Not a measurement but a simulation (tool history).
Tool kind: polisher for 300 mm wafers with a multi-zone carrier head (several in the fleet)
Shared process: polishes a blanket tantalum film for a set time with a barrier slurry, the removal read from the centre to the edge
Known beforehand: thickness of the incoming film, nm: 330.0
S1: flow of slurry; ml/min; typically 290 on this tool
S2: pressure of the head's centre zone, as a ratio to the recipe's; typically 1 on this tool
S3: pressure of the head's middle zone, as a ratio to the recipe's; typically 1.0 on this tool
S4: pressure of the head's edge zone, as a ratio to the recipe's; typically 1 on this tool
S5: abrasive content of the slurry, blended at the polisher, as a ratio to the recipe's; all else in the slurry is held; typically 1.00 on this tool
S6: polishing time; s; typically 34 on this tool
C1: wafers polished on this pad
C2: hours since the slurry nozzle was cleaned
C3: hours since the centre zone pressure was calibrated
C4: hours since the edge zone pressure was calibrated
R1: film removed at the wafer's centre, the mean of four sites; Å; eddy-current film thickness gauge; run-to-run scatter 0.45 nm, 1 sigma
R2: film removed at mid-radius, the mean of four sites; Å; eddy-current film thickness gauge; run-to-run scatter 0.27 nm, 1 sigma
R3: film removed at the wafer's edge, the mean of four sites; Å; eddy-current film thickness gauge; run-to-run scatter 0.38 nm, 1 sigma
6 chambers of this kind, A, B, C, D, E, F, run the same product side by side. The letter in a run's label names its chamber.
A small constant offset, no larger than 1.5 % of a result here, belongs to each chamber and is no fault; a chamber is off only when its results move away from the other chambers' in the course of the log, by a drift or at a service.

{"run": "1C", "hour": 11.3, "S1": 290, "S2": 1, "S3": 1.0, "S4": 1, "S5": 1.0, "S6": 34, "C1": 1200, "C2": 141.2, "C3": 730.1, "C4": 375.0, "R1": 446.31, "R2": 440.57, "R3": 445.39}
{"run": "2D", "hour": 21.3, "S1": 290, "S2": 1, "S3": 1.0, "S4": 1, "S5": 1.0, "S6": 34, "C1": 576, "C2": 111.8, "C3": 700.6, "C4": 338.0, "R1": 443.65, "R2": 444.5, "R3": 437.51}
{"hour": 22.0, "done": "chamber C: worn pad replaced by a new one"}
{"hour": 22.8, "done": "chamber B: worn pad replaced by a new one"}
{"run": "3F", "hour": 31.9, "S1": 290, "S2": 1, "S3": 1.0, "S4": 1, "S5": 1.0, "S6": 34, "C1": 963, "C2": 549.3, "C3": 51.9, "C4": 212.6, "R1": 439.99, "R2": 443.27, "R3": 437.91}
{"hour": 40.6, "done": "chamber E: edge zone pressure recalibrated"}
{"hour": 43.5, "done": "chamber A: worn pad replaced by a new one"}
{"run": "4E", "hour": 45.4, "S1": 290, "S2": 1, "S3": 1.0, "S4": 1, "S5": 1.0, "S6": 34, "C1": 557, "C2": 384.6, "C3": 238.1, "C4": 4.9, "R1": 448.66, "R2": 445.84, "R3": 446.44}
{"hour": 53.9, "done": "chamber D: worn pad replaced by a new one"}
{"run": "5B", "hour": 58.5, "S1": 290, "S2": 1, "S3": 1.0, "S4": 1, "S5": 1.0, "S6": 34, "C1": 430, "C2": 176.6, "C3": 629.7, "C4": 695.6, "R1": 438.76, "R2": 440.88, "R3": 440.45}
{"run": "6A", "hour": 67.4, "S1": 290, "S2": 1, "S3": 1.0, "S4": 1, "S5": 1.0, "S6": 34, "C1": 288, "C2": 218.3, "C3": 417.0, "C4": 629.3, "R1": 441.06, "R2": 440.59, "R3": 442.47}
{"hour": 68.5, "done": "chamber F: worn pad replaced by a new one"}
{"hour": 74.6, "done": "chamber A: slurry nozzle cleaned"}
{"run": "7C", "hour": 78.7, "S1": 290, "S2": 1, "S3": 1.0, "S4": 1, "S5": 1.0, "S6": 34, "C1": 684, "C2": 208.6, "C3": 797.5, "C4": 442.4, "R1": 453.49, "R2": 441.79, "R3": 440.04}
{"run": "8D", "hour": 87.2, "S1": 290, "S2": 1, "S3": 1.0, "S4": 1, "S5": 1.0, "S6": 34, "C1": 402, "C2": 177.7, "C3": 766.5, "C4": 403.9, "R1": 446.2, "R2": 445.42, "R3": 445.71}
{"hour": 88.5, "done": "chamber C: slurry nozzle cleaned"}
{"hour": 90.7, "done": "chamber E: worn pad replaced by a new one"}
{"run": "9B", "hour": 97.7, "S1": 290, "S2": 1, "S3": 1.0, "S4": 1, "S5": 1.0, "S6": 34, "C1": 903, "C2": 215.8, "C3": 668.9, "C4": 734.8, "R1": 441.41, "R2": 436.49, "R3": 448.11}
{"hour": 102.7, "done": "chamber F: slurry nozzle cleaned"}
{"run": "10F", "hour": 112.1, "S1": 290, "S2": 1, "S3": 1.0, "S4": 1, "S5": 1.0, "S6": 34, "C1": 526, "C2": 9.5, "C3": 132.1, "C4": 292.8, "R1": 448.88, "R2": 436.62, "R3": 440.91}
{"hour": 114.9, "done": "chamber B: worn pad replaced by a new one"}
{"hour": 118.1, "done": "chamber A: worn pad replaced by a new one"}
{"run": "11A", "hour": 123.1, "S1": 290, "S2": 1, "S3": 1.0, "S4": 1, "S5": 1.0, "S6": 34, "C1": 61, "C2": 48.5, "C3": 472.7, "C4": 685.0, "R1": 439.66, "R2": 442.08, "R3": 451.38}
{"hour": 126.3, "done": "chamber C: worn pad replaced by a new one"}
{"run": "12E", "hour": 131.2, "S1": 290, "S2": 1, "S3": 0.9, "S4": 1, "S5": 1.0, "S6": 34, "C1": 489, "C2": 470.4, "C3": 323.9, "C4": 90.7, "R1": 445.77, "R2": 403.12, "R3": 446.16}
{"hour": 133.4, "done": "chamber E: slurry nozzle cleaned"}
{"hour": 136.9, "done": "chamber D: worn pad replaced by a new one"}
{"run": "13F", "hour": 145.0, "S1": 290, "S2": 1, "S3": 0.9, "S4": 1, "S5": 1.0, "S6": 34, "C1": 923, "C2": 42.4, "C3": 165.0, "C4": 325.7, "R1": 439.79, "R2": 396.57, "R3": 435.82}
{"run": "14B", "hour": 157.9, "S1": 290, "S2": 1, "S3": 0.9, "S4": 1, "S5": 1.0, "S6": 34, "C1": 518, "C2": 276.0, "C3": 729.1, "C4": 795.0, "R1": 440.82, "R2": 400.47, "R3": 446.27}
{"hour": 160.8, "done": "chamber F: worn pad replaced by a new one"}
{"run": "15A", "hour": 172.4, "S1": 290, "S2": 1, "S3": 0.9, "S4": 1, "S5": 1.0, "S6": 34, "C1": 655, "C2": 97.8, "C3": 522.0, "C4": 734.3, "R1": 443.25, "R2": 399.73, "R3": 440.65}
{"run": "16D", "hour": 180.8, "S1": 290, "S2": 1, "S3": 0.9, "S4": 1, "S5": 1.0, "S6": 34, "C1": 529, "C2": 271.3, "C3": 860.1, "C4": 497.5, "R1": 447.24, "R2": 405.41, "R3": 441.91}
{"hour": 185.6, "done": "chamber E: worn pad replaced by a new one"}
{"hour": 185.9, "done": "chamber A: centre zone pressure recalibrated"}
{"hour": 188.6, "done": "chamber B: worn pad replaced by a new one"}
{"hour": 192.7, "done": "chamber A: edge zone pressure recalibrated"}
{"run": "17C", "hour": 196.6, "S1": 290, "S2": 1, "S3": 0.9, "S4": 1, "S5": 1.0, "S6": 34, "C1": 848, "C2": 108.1, "C3": 915.4, "C4": 560.3, "R1": 441.69, "R2": 401.42, "R3": 444.08}
{"hour": 203.6, "done": "chamber A: worn pad replaced by a new one"}
{"run": "18E", "hour": 206.6, "S1": 290, "S2": 1, "S3": 1.0, "S4": 1, "S5": 1.0, "S6": 34, "C1": 253, "C2": 73.3, "C3": 399.3, "C4": 166.1, "R1": 451.41, "R2": 441.94, "R3": 447.46}
{"hour": 217.5, "done": "chamber D: worn pad replaced by a new one"}
{"run": "19F", "hour": 222.0, "S1": 290, "S2": 1, "S3": 1.0, "S4": 1, "S5": 1.0, "S6": 34, "C1": 738, "C2": 119.4, "C3": 242.0, "C4": 402.7, "R1": 445.91, "R2": 443.07, "R3": 439.88}
{"hour": 229.1, "done": "chamber C: worn pad replaced by a new one"}
{"run": "20C", "hour": 233.3, "S1": 290, "S2": 1, "S3": 1.0, "S4": 1, "S5": 1.0, "S6": 34, "C1": 51, "C2": 144.8, "C3": 952.1, "C4": 597.0, "R1": 446.36, "R2": 439.86, "R3": 437.39}
{"run": "21A", "hour": 241.1, "S1": 290, "S2": 1, "S3": 1.0, "S4": 1, "S5": 1.0, "S6": 34, "C1": 452, "C2": 166.5, "C3": 55.3, "C4": 48.4, "R1": 439.38, "R2": 437.4, "R3": 449.92}
{"run": "22E", "hour": 252.7, "S1": 290, "S2": 1, "S3": 1.0, "S4": 1, "S5": 1.0, "S6": 34, "C1": 809, "C2": 119.4, "C3": 445.4, "C4": 212.2, "R1": 440.12, "R2": 442.26, "R3": 442.66}
{"hour": 258.4, "done": "chamber F: worn pad replaced by a new one"}
{"hour": 262.0, "done": "chamber B: worn pad replaced by a new one"}
{"run": "23B", "hour": 266.1, "S1": 290, "S2": 1, "S3": 1.0, "S4": 1, "S5": 1.0, "S6": 34, "C1": 50, "C2": 384.2, "C3": 837.3, "C4": 903.2, "R1": 440.9, "R2": 441.4, "R3": 448.35}
{"run": "24D", "hour": 277.0, "S1": 290, "S2": 1, "S3": 1.0, "S4": 1, "S5": 1.0, "S6": 34, "C1": 718, "C2": 367.5, "C3": 956.3, "C4": 593.7, "R1": 443.44, "R2": 445.96, "R3": 442.5}
{"hour": 277.5, "done": "chamber E: worn pad replaced by a new one"}
{"hour": 286.9, "done": "chamber B: slurry nozzle cleaned"}
{"run": "25F", "hour": 288.9, "S1": 290, "S2": 1, "S3": 1.0, "S4": 1, "S5": 1.0, "S6": 34, "C1": 367, "C2": 186.3, "C3": 308.9, "C4": 469.6, "R1": 437.29, "R2": 434.51, "R3": 438.31}
{"hour": 291.7, "done": "chamber A: worn pad replaced by a new one"}
{"hour": 303.3, "done": "chamber C: slurry nozzle cleaned"}
{"run": "26A", "hour": 304.3, "S1": 260, "S2": 1, "S3": 1.0, "S4": 1, "S5": 1.0, "S6": 45, "C1": 152, "C2": 229.7, "C3": 118.5, "C4": 111.6, "R1": 572.95, "R2": 578.2, "R3": 592.11}
{"hour": 312.4, "done": "chamber B: edge zone pressure recalibrated"}
{"hour": 313.5, "done": "chamber D: worn pad replaced by a new one"}
{"run": "27D", "hour": 315.2, "S1": 260, "S2": 1, "S3": 1.0, "S4": 1, "S5": 1.0, "S6": 45, "C1": 21, "C2": 405.7, "C3": 994.5, "C4": 631.9, "R1": 572.34, "R2": 580.65, "R3": 576.09}
{"hour": 316.9, "done": "chamber C: worn pad replaced by a new one"}
{"run": "28E", "hour": 324.2, "S1": 260, "S2": 1, "S3": 1.0, "S4": 1, "S5": 1.0, "S6": 45, "C1": 563, "C2": 190.9, "C3": 516.9, "C4": 283.7, "R1": 577.44, "R2": 582.97, "R3": 576.09}
{"run": "29C", "hour": 335.5, "S1": 260, "S2": 1, "S3": 1.0, "S4": 1, "S5": 1.0, "S6": 45, "C1": 225, "C2": 32.3, "C3": 1054.3, "C4": 699.2, "R1": 566.47, "R2": 572.27, "R3": 578.76}
{"hour": 337.5, "done": "chamber A: slurry nozzle cleaned"}
{"run": "30B", "hour": 351.6, "S1": 260, "S2": 1, "S3": 1.0, "S4": 1, "S5": 1.0, "S6": 45, "C1": 1081, "C2": 64.7, "C3": 922.8, "C4": 39.3, "R1": 590.73, "R2": 568.54, "R3": 578.71}
{"hour": 356.0, "done": "chamber B: worn pad replaced by a new one"}
{"hour": 359.5, "done": "chamber F: worn pad replaced by a new one"}
{"run": "31F", "hour": 366.2, "S1": 260, "S2": 1, "S3": 1.0, "S4": 1, "S5": 1.0, "S6": 45, "C1": 81, "C2": 263.6, "C3": 386.2, "C4": 546.9, "R1": 574.8, "R2": 576.38, "R3": 576.79}
{"hour": 370.6, "done": "chamber A: worn pad replaced by a new one"}
{"hour": 375.7, "done": "chamber E: worn pad replaced by a new one"}
{"run": "32E", "hour": 378.5, "S1": 290, "S2": 1, "S3": 1.0, "S4": 1, "S5": 1.0, "S6": 34, "C1": 34, "C2": 245.2, "C3": 571.2, "C4": 338.0, "R1": 443.52, "R2": 443.21, "R3": 439.5}
{"hour": 390.9, "done": "chamber D: centre zone pressure recalibrated"}
{"run": "33C", "hour": 394.1, "S1": 290, "S2": 1, "S3": 1.0, "S4": 1, "S5": 1.0, "S6": 34, "C1": 931, "C2": 90.9, "C3": 1112.9, "C4": 757.8, "R1": 443.71, "R2": 435.16, "R3": 441.95}
{"hour": 397.4, "done": "chamber D: worn pad replaced by a new one"}
{"run": "34B", "hour": 405.4, "S1": 290, "S2": 1, "S3": 1.0, "S4": 1, "S5": 1.0, "S6": 34, "C1": 595, "C2": 118.5, "C3": 976.6, "C4": 93.1, "R1": 440.01, "R2": 437.16, "R3": 447.61}
{"run": "35D", "hour": 414.1, "S1": 290, "S2": 1, "S3": 1.0, "S4": 1, "S5": 1.0, "S6": 34, "C1": 201, "C2": 504.6, "C3": 23.3, "C4": 730.8, "R1": 437.93, "R2": 442.78, "R3": 447.23}
{"run": "36A", "hour": 427.0, "S1": 290, "S2": 1, "S3": 1.0, "S4": 1, "S5": 1.0, "S6": 34, "C1": 680, "C2": 89.5, "C3": 241.2, "C4": 234.3, "R1": 437.61, "R2": 441.63, "R3": 449.23}

Decide between three cases: one chamber stands off from its peers, the gauge reading all wafers drifts, or nothing is wrong past each chamber's small offset. Where a chamber is off, say which and what most likely put it there.

All chambers stay in line apart from their small fixed offsets, and the gauge does not drift.

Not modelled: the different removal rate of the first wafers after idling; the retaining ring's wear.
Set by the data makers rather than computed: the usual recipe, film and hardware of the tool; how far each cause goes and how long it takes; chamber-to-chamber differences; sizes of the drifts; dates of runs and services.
